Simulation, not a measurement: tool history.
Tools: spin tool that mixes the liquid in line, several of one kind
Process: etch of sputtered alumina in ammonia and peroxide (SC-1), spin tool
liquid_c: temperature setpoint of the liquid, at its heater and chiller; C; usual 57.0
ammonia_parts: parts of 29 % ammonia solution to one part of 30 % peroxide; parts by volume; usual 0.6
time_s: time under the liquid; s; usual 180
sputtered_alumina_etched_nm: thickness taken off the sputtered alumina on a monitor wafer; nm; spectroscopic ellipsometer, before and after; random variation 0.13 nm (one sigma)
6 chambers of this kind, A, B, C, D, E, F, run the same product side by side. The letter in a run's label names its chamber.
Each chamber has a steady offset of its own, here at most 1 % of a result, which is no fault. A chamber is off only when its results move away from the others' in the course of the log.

| run | hour | liquid_c | ammonia_parts | time_s | read-back film thickness of the sputtered alumina reference wafer, read on the same gauge (nm) | sputtered_alumina_etched_nm |
|---|---|---|---|---|---|---|
| 1E | 4.8 | 57.0 | 0.6 | 180 | 49.993 | 18.7220 |
| 2D | 10.3 | 57.0 | 0.6 | 180 | 49.991 | 18.9500 |
| 3F | 15.3 | 57.0 | 0.6 | 180 | 50.009 | 18.9760 |
| 4C | 18.3 | 57.0 | 0.6 | 180 | 49.990 | 18.9550 |
| 5A | 23.5 | 51.5 | 0.6 | 80 | 50.006 | 6.2577 |
| 6B | 28.9 | 51.5 | 0.6 | 80 | 49.996 | 6.2521 |
| 7B | 33.3 | 51.5 | 0.6 | 80 | 50.016 | 6.3298 |
| 8F | 37.5 | 51.5 | 0.6 | 80 | 50.012 | 6.2518 |
| 9A | 40.6 | 51.5 | 0.6 | 80 | 50.002 | 6.1935 |
| 10C | 44.9 | 51.5 | 0.6 | 80 | 50.007 | 6.2602 |
|  | 47.6 | chamber A: ammonia flow meter replaced |
| 11E | 50.7 | 57.0 | 0.6 | 180 | 49.989 | 19.1080 |
| 12D | 54.0 | 57.0 | 0.6 | 180 | 49.983 | 19.0520 |
| 13B | 59.5 | 57.0 | 0.6 | 180 | 50.003 | 18.8690 |
| 14A | 64.3 | 57.0 | 0.6 | 180 | 49.993 | 18.7990 |
|  | 64.8 | chamber D: new drum of ammonia solution connected |
| 15E | 69.7 | 60.5 | 0.6 | 95 | 49.992 | 11.8240 |
| 16D | 73.1 | 60.5 | 0.6 | 95 | 49.987 | 11.9950 |
| 17F | 78.2 | 60.5 | 0.6 | 95 | 50.002 | 12.1190 |
| 18C | 81.7 | 60.5 | 0.6 | 95 | 50.003 | 12.1160 |
| 19C | 84.7 | 60.5 | 0.6 | 95 | 49.994 | 12.1260 |
|  | 84.8 | chamber C: new drum of ammonia solution connected |
| 20E | 87.8 | 60.5 | 0.6 | 95 | 50.011 | 11.8760 |
| 21D | 91.1 | 57.0 | 0.6 | 180 | 49.985 | 19.1110 |
| 22B | 93.9 | 57.0 | 0.6 | 180 | 49.980 | 18.6240 |
| 23A | 99.6 | 57.0 | 0.6 | 180 | 50.000 | 18.6150 |
|  | 104.8 | chamber A: new drum of ammonia solution connected |
| 24F | 105.4 | 60.0 | 0.6 | 230 | 50.000 | 28.2760 |
| 25D | 111.2 | 60.0 | 0.6 | 230 | 50.007 | 28.4100 |
| 26B | 115.1 | 60.0 | 0.6 | 230 | 50.017 | 28.2880 |
| 27F | 119.7 | 60.0 | 0.6 | 230 | 50.018 | 28.4780 |
| 28A | 123.3 | 60.0 | 0.6 | 230 | 50.027 | 28.2160 |
| 29C | 129.3 | 60.0 | 0.6 | 230 | 49.987 | 28.4290 |
| 30E | 133.4 | 57.0 | 0.6 | 180 | 49.969 | 18.9800 |
| 31F | 137.2 | 57.0 | 0.6 | 180 | 50.010 | 18.9990 |
| 32E | 142.6 | 57.0 | 0.6 | 180 | 49.964 | 18.9230 |
| 33C | 148.0 | 57.0 | 0.6 | 180 | 50.010 | 19.1630 |
| 34B | 153.3 | 57.0 | 0.6 | 180 | 49.980 | 18.8900 |
| 35D | 158.5 | 57.0 | 0.6 | 180 | 50.000 | 19.1030 |
| 36A | 163.5 | 57.0 | 0.6 | 180 | 50.019 | 18.7560 |
| 37A | 167.1 | 57.0 | 0.6 | 180 | 50.014 | 18.9970 |
| 38D | 171.6 | 57.0 | 0.6 | 180 | 50.006 | 18.7800 |
| 39C | 175.2 | 57.0 | 0.6 | 180 | 50.000 | 19.0400 |
| 40F | 178.1 | 57.0 | 0.6 | 180 | 50.000 | 18.9880 |

Is one chamber off against the others, does the gauge drift, or is nothing wrong? If a chamber is off, say which, and what the likeliest cause is.

No chamber stands off beyond its own small offset, and the gauge holds steady.

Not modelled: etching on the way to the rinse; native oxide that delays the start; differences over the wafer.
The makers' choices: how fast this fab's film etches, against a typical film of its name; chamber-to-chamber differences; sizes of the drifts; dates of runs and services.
